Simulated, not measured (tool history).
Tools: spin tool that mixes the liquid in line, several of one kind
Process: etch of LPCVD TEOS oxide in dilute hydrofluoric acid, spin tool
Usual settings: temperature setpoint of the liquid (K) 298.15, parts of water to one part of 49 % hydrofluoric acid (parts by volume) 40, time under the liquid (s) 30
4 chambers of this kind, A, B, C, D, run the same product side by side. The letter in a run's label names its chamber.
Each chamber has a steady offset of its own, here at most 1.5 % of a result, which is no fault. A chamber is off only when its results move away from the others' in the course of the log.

run,hour,temperature setpoint of the liquid (K),parts of water to one part of 49 % hydrofluoric acid (parts by volume),time under the liquid (s),hours since the thermometer was replaced,hours since the hydrofluoric acid flow meter was replaced,"read-back film thickness of the LPCVD TEOS oxide reference wafer, read on the same gauge (nm)",thickness taken off the LPCVD TEOS oxide on a monitor wafer (angstrom)
1B,11.7,298.15,40,30,1735.0,1166.4,89.959,281.44
2C,21.2,298.15,40,30,640.1,384.7,90.030,275.98
3D,30.8,298.15,40,30,884.0,123.5,90.009,276.09
4A,44.8,298.15,40,30,802.3,811.8,90.025,273.03
5D,54.3,298.15,40,30,907.5,147.0,90.043,278.51
6A,64.3,298.15,40,30,821.8,831.3,89.991,274.72
7B,79.0,298.15,40,30,1802.3,1233.7,89.948,275.33
8C,91.0,298.15,40,30,709.9,454.5,89.983,275.10
9C,100.0,298.15,40,30,718.9,463.5,90.011,270.96
10A,107.2,298.15,40,30,864.7,874.2,90.036,274.89
# hour 120.1: chamber B: hydrofluoric acid flow meter replaced
11B,122.1,300.65,45,30,1845.4,2.1,90.031,268.13
12D,136.7,300.65,45,30,989.9,229.4,90.006,270.66
13B,148.5,300.65,45,30,1871.8,28.5,89.999,273.46
14A,157.0,300.65,45,30,914.5,924.0,89.992,265.74
15C,170.2,298.15,40,30,789.1,533.7,90.026,275.41
16D,178.2,298.15,40,30,1031.4,270.9,90.027,279.46
17B,186.0,298.15,40,30,1909.3,66.0,89.995,278.54
18D,194.0,298.15,40,30,1047.2,286.7,89.967,272.74
19C,209.0,298.15,40,30,827.9,572.5,89.968,273.42
20A,216.0,298.15,30,30,973.5,983.0,90.069,366.23
21B,224.1,298.15,30,30,1947.4,104.1,89.938,381.13
22C,232.6,298.15,30,30,851.5,596.1,90.010,374.70
23D,241.7,298.15,30,30,1094.9,334.4,90.012,370.92
24A,249.7,298.15,40,30,1007.2,1016.7,89.993,275.87
25C,260.4,298.15,40,30,879.3,623.9,89.989,275.63
26B,271.6,298.15,40,30,1994.9,151.6,90.033,277.43
27A,282.8,298.15,40,30,1040.3,1049.8,90.022,268.00
28D,290.5,298.15,40,30,1143.7,383.2,89.990,276.80
29D,300.9,298.15,40,30,1154.1,393.6,89.980,274.60
30B,314.5,298.15,40,30,2037.8,194.5,90.024,273.78
31C,328.7,298.15,40,30,947.6,692.2,90.027,274.76
# hour 336.3: chamber D: thermometer replaced
32A,336.4,298.15,40,30,1093.9,1103.4,89.996,264.16
33C,343.6,298.15,40,30,962.5,707.1,90.005,273.76
34D,356.7,298.15,40,30,20.4,449.4,90.023,275.74
35B,365.6,298.15,40,30,2088.9,245.6,90.014,273.10
36A,378.0,298.15,40,30,1135.5,1145.0,89.991,264.87
37A,385.3,298.15,40,30,1142.8,1152.3,90.008,261.22
38B,399.5,298.15,40,30,2122.8,279.5,89.950,275.22

Next, every chamber runs the same settings. What will each give?
39A,410.4,298.15,30,30,,,,?
39B,410.4,298.15,30,30,,,,?
39C,410.4,298.15,30,30,,,,?
39D,410.4,298.15,30,30,,,,?

run,thickness taken off the LPCVD TEOS oxide on a monitor wafer (angstrom)
39A,354.15
39B,378.02
39C,374.03
39D,368.13
